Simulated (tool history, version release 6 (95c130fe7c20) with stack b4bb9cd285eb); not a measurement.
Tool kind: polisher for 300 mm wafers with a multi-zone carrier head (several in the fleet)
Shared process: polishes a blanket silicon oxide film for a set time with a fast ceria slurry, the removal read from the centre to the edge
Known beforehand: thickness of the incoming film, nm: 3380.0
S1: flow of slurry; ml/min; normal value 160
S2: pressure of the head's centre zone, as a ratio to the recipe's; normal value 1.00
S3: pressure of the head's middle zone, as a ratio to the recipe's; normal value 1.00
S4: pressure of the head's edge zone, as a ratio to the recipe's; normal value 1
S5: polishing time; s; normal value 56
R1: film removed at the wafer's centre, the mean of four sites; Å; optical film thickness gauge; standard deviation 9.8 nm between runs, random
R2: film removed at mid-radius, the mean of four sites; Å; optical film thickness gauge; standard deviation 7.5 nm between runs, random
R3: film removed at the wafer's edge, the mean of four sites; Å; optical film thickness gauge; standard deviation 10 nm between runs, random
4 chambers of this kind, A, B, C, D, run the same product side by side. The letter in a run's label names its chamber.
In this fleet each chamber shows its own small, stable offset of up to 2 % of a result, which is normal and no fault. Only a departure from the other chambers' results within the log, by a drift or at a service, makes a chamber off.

run,day,S1,S2,S3,S4,S5,R1,R2,R3
1D,0.192,160,1.00,1.00,1,56,6884.7,6965.8,6854.8
2B,0.446,160,1.00,1.00,1,56,6672.4,6810.6,6846.8
# day 0.483: chamber C: slurry nozzle cleaned
# day 0.521: chamber D: worn pad replaced by a new one
3C,0.846,160,1.00,1.00,1,56,6938.9,6843.0,6753.8
# day 1.108: chamber C: worn pad replaced by a new one
4A,1.146,160,1.00,1.00,1,56,6728.0,6800.0,6759.5
# day 1.329: chamber D: centre zone pressure recalibrated
5D,1.567,160,1.00,1.00,1,56,6835.3,6795.0,6952.8
6B,1.883,160,0.89,1.00,1,56,5985.0,6848.8,7113.0
# day 2.067: chamber B: worn pad replaced by a new one
7A,2.254,160,0.89,1.00,1,56,6027.2,6838.5,6792.9
8C,2.608,160,0.89,1.00,1,56,6063.9,6857.8,6833.1
# day 2.688: chamber A: centre zone pressure recalibrated
# day 2.883: chamber A: worn pad replaced by a new one
9C,2.942,160,0.89,1.00,1,56,6101.9,6694.4,6676.9
10A,3.138,160,1.00,1.00,1,56,6857.5,6757.0,7073.4
# day 3.342: chamber C: worn pad replaced by a new one
11B,3.346,160,1.00,1.00,1,56,6920.4,6691.2,6926.2
12D,3.658,135,1.00,1.10,1,56,6652.0,7250.6,6421.2
13D,3.975,135,1.00,1.10,1,56,6558.1,7306.7,6626.3
14B,4.233,135,1.00,1.10,1,56,6719.3,7120.4,6811.4
15C,4.600,135,1.00,1.10,1,56,6710.4,7284.5,6643.4
16A,4.892,160,1.00,1.10,1,56,6655.8,7515.5,6841.2
17D,5.150,160,1.00,1.10,1,56,6685.3,7531.6,6713.9
18A,5.546,160,1.00,1.10,1,56,6968.3,7395.9,6677.1
# day 5.754: chamber A: edge zone pressure recalibrated
# day 5.904: chamber C: worn pad replaced by a new one
19B,5.946,160,1.00,1.10,1,56,6689.1,7415.5,7019.5
# day 6.175: chamber A: worn pad replaced by a new one
# day 6.233: chamber D: worn pad replaced by a new one
20C,6.342,160,1.00,1.00,1,56,6807.6,6654.9,6849.0
21A,6.625,160,1.00,1.00,1,56,6939.2,6799.5,6737.8
22D,6.950,160,1.00,1.00,1,56,6821.7,6764.1,6794.9
23C,7.379,160,1.00,1.00,1,56,6712.5,6807.2,6843.5
24B,7.775,160,1.00,1.00,1,56,6695.1,6563.9,6761.9
25A,8.133,160,1.00,1.00,1,69,8424.3,8306.7,8685.2
# day 8.258: chamber C: worn pad replaced by a new one
26B,8.508,160,1.00,1.00,1,69,8071.2,8163.2,8312.6
# day 8.596: chamber C: edge zone pressure recalibrated
27D,8.783,160,1.00,1.00,1,69,8286.7,8406.7,8526.5
28C,9.162,160,1.00,1.00,1,69,8435.3,8441.8,8292.5
29D,9.371,160,1.00,1.00,1,56,6822.1,6868.6,6708.1
# day 9.396: chamber B: worn pad replaced by a new one
# day 9.575: chamber A: worn pad replaced by a new one
30B,9.575,160,1.00,1.00,1,56,6288.7,6545.8,6798.3
31A,9.888,160,1.00,1.00,1,56,6919.2,6748.5,6916.7
32C,10.171,160,1.00,1.00,1,56,6922.2,6773.2,6883.3
33D,10.404,160,1.00,1.00,1,56,6675.7,6833.5,6846.7
# day 10.429: chamber C: worn pad replaced by a new one
34B,10.767,160,1.00,1.00,1,56,6212.3,6370.5,6788.4
# day 10.796: chamber A: slurry nozzle cleaned
35C,11.125,160,1.00,1.00,1,56,6883.8,6880.2,6826.0
36A,11.429,195,1.00,1.12,1,56,7117.0,7759.2,6902.3
37B,11.700,195,1.00,1.12,1,56,6479.9,7309.0,6867.3
38D,12.025,195,1.00,1.12,1,56,7046.9,7707.2,6894.7

Next, every chamber runs the same settings. What will each give?
39A,12.333,160,1.00,1.00,1,56,?,?,?
39B,12.333,160,1.00,1.00,1,56,?,?,?
39C,12.333,160,1.00,1.00,1,56,?,?,?
39D,12.333,160,1.00,1.00,1,56,?,?,?

run,R1,R2,R3
39A,6828.7,6647.4,6548.2
39B,6171.6,6255.0,6514.7
39C,6805.1,6759.1,6834.1
39D,6800.2,6916.0,6671.5
